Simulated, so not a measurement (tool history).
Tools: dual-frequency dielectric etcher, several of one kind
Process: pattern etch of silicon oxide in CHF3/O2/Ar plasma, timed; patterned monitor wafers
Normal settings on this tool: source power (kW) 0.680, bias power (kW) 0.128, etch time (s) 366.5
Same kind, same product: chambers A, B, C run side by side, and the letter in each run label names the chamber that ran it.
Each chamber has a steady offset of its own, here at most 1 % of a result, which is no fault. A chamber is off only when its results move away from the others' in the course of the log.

run  hour  source power (kW)  bias power (kW)  etch time (s)  hours since the last wet clean  hours since the last source power generator calibration  hours since the last bias power generator calibration  read-back reference wafer on the same gauge, depth_nm  mean etch depth across the wafer (nm)
 1A   4.3              0.680            0.128          366.5                           387.2                                                    652.9                                                 3769.4                                                 711.15                                 688.76
 2C   6.4              0.680            0.128          366.5                            42.8                                                    298.5                                                 2994.3                                                 711.45                                 677.01
 3B   8.4              0.680            0.128          366.5                           461.7                                                     90.4                                                 1201.7                                                 711.32                                 682.82
 4B  12.3              0.680            0.128          366.5                           465.6                                                     94.3                                                 1205.6                                                 711.73                                 682.96
 5A  14.9              0.680            0.107          461.0                           397.8                                                    663.5                                                 3780.0                                                 711.81                                 823.33
     15.7  -- chamber A: wet clean of the chamber
 6C  19.5              0.680            0.107          461.0                            55.9                                                    311.6                                                 3007.4                                                 712.22                                 806.81
     21.9  -- chamber B: wet clean of the chamber
 7A  22.4              0.680            0.107          461.0                             6.7                                                    671.0                                                 3787.5                                                 712.04                                 820.93
 8B  26.6              0.790            0.128          446.0                             4.7                                                    108.6                                                 1219.9                                                 712.28                                 881.92
 9C  30.2              0.790            0.128          446.0                            66.6                                                    322.3                                                 3018.1                                                 712.45                                 873.87
10C  32.6              0.790            0.128          446.0                            69.0                                                    324.7                                                 3020.5                                                 712.94                                 873.70
11B  35.4              0.680            0.128          366.5                            13.5                                                    117.4                                                 1228.7                                                 712.75                                 685.79
12A  38.5              0.680            0.128          366.5                            22.8                                                    687.1                                                 3803.6                                                 712.98                                 688.37
13C  42.8              0.680            0.128          366.5                            79.2                                                    334.9                                                 3030.7                                                 713.14                                 678.36
14A  45.1              0.680            0.128          366.5                            29.4                                                    693.7                                                 3810.2                                                 713.29                                 689.66
15B  47.9              0.680            0.128          366.5                            26.0                                                    129.9                                                 1241.2                                                 713.31                                 686.48
16C  51.7              0.680            0.128          366.5                            88.1                                                    343.8                                                 3039.6                                                 713.97                                 676.80
17B  55.8              0.680            0.128          366.5                            33.9                                                    137.8                                                 1249.1                                                 714.04                                 685.83
18A  59.6              0.680            0.128          366.5                            43.9                                                    708.2                                                 3824.7                                                 714.40                                 690.81
19C  61.8              0.680            0.128          366.5                            98.2                                                    353.9                                                 3049.7                                                 714.21                                 679.95
20B  64.4              0.600            0.138          366.5                            42.5                                                    146.4                                                 1257.7                                                 714.59                                 670.91
21A  66.7              0.600            0.138          366.5                            51.0                                                    715.3                                                 3831.8                                                 714.53                                 672.10
22C  68.9              0.600            0.138          366.5                           105.3                                                    361.0                                                 3056.8                                                 714.73                                 661.06
23B  72.2              0.680            0.128          366.5                            50.3                                                    154.2                                                 1265.5                                                 714.64                                 687.23
24A  76.7              0.680            0.128          366.5                            61.0                                                    725.3                                                 3841.8                                                 715.00                                 692.48
25B  80.7              0.680            0.128          296.0                            58.8                                                    162.7                                                 1274.0                                                 715.43                                 555.01
26C  84.7              0.680            0.128          296.0                           121.1                                                    376.8                                                 3072.6                                                 715.30                                 548.54
27A  87.8              0.680            0.128          296.0                            72.1                                                    736.4                                                 3852.9                                                 715.73                                 559.58

Is one chamber out of step, is the gauge drifting, or do the chambers differ by no more than their own small offsets? For an off chamber, give its letter and the likeliest cause.

The gauge drifts, so all chambers seem to drift together. No chamber is off.
What lies behind it: gauge reads high (%) = 0.678.

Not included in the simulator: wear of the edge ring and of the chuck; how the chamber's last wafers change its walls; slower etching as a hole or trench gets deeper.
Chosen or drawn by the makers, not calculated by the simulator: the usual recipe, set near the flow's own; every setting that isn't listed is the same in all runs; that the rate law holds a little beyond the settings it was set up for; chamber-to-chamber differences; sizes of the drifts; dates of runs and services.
